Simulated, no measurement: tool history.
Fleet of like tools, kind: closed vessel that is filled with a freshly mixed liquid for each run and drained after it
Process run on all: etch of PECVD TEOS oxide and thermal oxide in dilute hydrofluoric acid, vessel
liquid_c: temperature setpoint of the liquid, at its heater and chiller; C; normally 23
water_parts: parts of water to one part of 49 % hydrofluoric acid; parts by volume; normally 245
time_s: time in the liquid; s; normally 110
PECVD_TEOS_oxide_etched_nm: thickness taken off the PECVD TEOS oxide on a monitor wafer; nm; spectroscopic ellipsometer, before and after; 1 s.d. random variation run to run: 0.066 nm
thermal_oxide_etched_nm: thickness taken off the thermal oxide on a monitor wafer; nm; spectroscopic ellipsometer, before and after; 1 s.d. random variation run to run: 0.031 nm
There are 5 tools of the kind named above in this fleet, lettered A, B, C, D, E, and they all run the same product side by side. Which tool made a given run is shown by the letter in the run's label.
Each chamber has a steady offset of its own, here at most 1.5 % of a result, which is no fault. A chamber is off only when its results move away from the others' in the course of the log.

run    day  liquid_c  water_parts  time_s  read-back film thickness of the PECVD TEOS oxide reference wafer, read on the same gauge (nm)  read-back film thickness of the thermal oxide reference wafer, read on the same gauge (nm)  PECVD_TEOS_oxide_etched_nm  thermal_oxide_etched_nm
 1B  0.212        23          245     110                                                                                         129.99                                                                                      89.996                      10.491                   1.7182
 2A  0.542        23          245     110                                                                                            130                                                                                      89.993                      10.466                   1.7493
 3D  0.717        23          245     110                                                                                            130                                                                                      90.003                      10.447                   1.6692
 4E  0.875        23          245     110                                                                                         129.98                                                                                      90.011                      10.454                   1.7662
 5C  1.104        23          245     110                                                                                         130.02                                                                                      89.974                      10.548                   1.7085
 6A   1.45        23          245     110                                                                                         129.99                                                                                      90.006                      10.512                   1.7021
 7D    1.8        23          245     110                                                                                         129.98                                                                                      89.983                      10.437                   1.6916
 8E  2.071        23          245     110                                                                                            130                                                                                      89.981                      10.486                   1.6651
 9B  2.396        21          245     170                                                                                            130                                                                                      89.991                       15.02                   2.3638
10C  2.633        21          245     170                                                                                            130                                                                                      89.989                      15.108                   2.4774
11D  2.842        21          245     170                                                                                            130                                                                                      90.004                      15.191                   2.4187
12C  3.021        21          245     170                                                                                            130                                                                                      90.012                      15.023                   2.4433
13A  3.233        21          245     170                                                                                            130                                                                                      89.996                      15.019                    2.479
14E  3.475        23          245     110                                                                                            130                                                                                      90.011                      10.392                   1.6985
15B  3.796      19.5          340     110                                                                                         129.98                                                                                      90.013                      6.1305                  0.98299
16B  4.025      19.5          340     110                                                                                         130.02                                                                                       90.01                      6.0979                  0.98693
17D  4.308      19.5          340     110                                                                                            130                                                                                      90.011                      6.0755                   0.9816
18A  4.583      19.5          340     110                                                                                         130.01                                                                                      89.984                      6.0976                  0.97832
19C  4.925      19.5          340     110                                                                                         130.02                                                                                      89.995                      6.0636                  0.97416
20E  5.254        23          245     110                                                                                         129.97                                                                                      89.986                       10.49                   1.7313
21C  5.404        23          245     110                                                                                            130                                                                                      89.994                      10.519                    1.792
22E  5.696        23          245     110                                                                                         129.99                                                                                       89.98                      10.553                   1.7257
23A  5.921        23          245     110                                                                                         129.99                                                                                      89.984                      10.434                   1.7006
24B  6.167        23          245     110                                                                                         130.01                                                                                      89.973                      10.462                   1.7032
25D  6.329        23          245     110                                                                                            130                                                                                      89.979                      10.531                   1.7108
26D  6.575        23          245     110                                                                                         129.99                                                                                      90.001                      10.489                   1.6598
27A  6.733        23          245     110                                                                                         129.98                                                                                      89.995                      10.527                   1.7033
28E  7.054        23          245     110                                                                                            130                                                                                      89.971                      10.537                   1.6663
29C    7.3        23          245     110                                                                                         130.02                                                                                      90.005                      10.523                   1.6669
30B  7.558        23          245     110                                                                                         129.99                                                                                      90.007                      10.486                   1.6937
31E  7.762        23          245     110                                                                                         129.98                                                                                      90.011                      10.551                   1.7861

Which is it: a chamber that has drifted or been left off by a service, a gauge drift common to all chambers, or only each chamber's usual small offset? If a chamber is off, name it and its likeliest cause.

Nothing is wrong: each chamber keeps only its own small, steady offset and the gauge holds still.
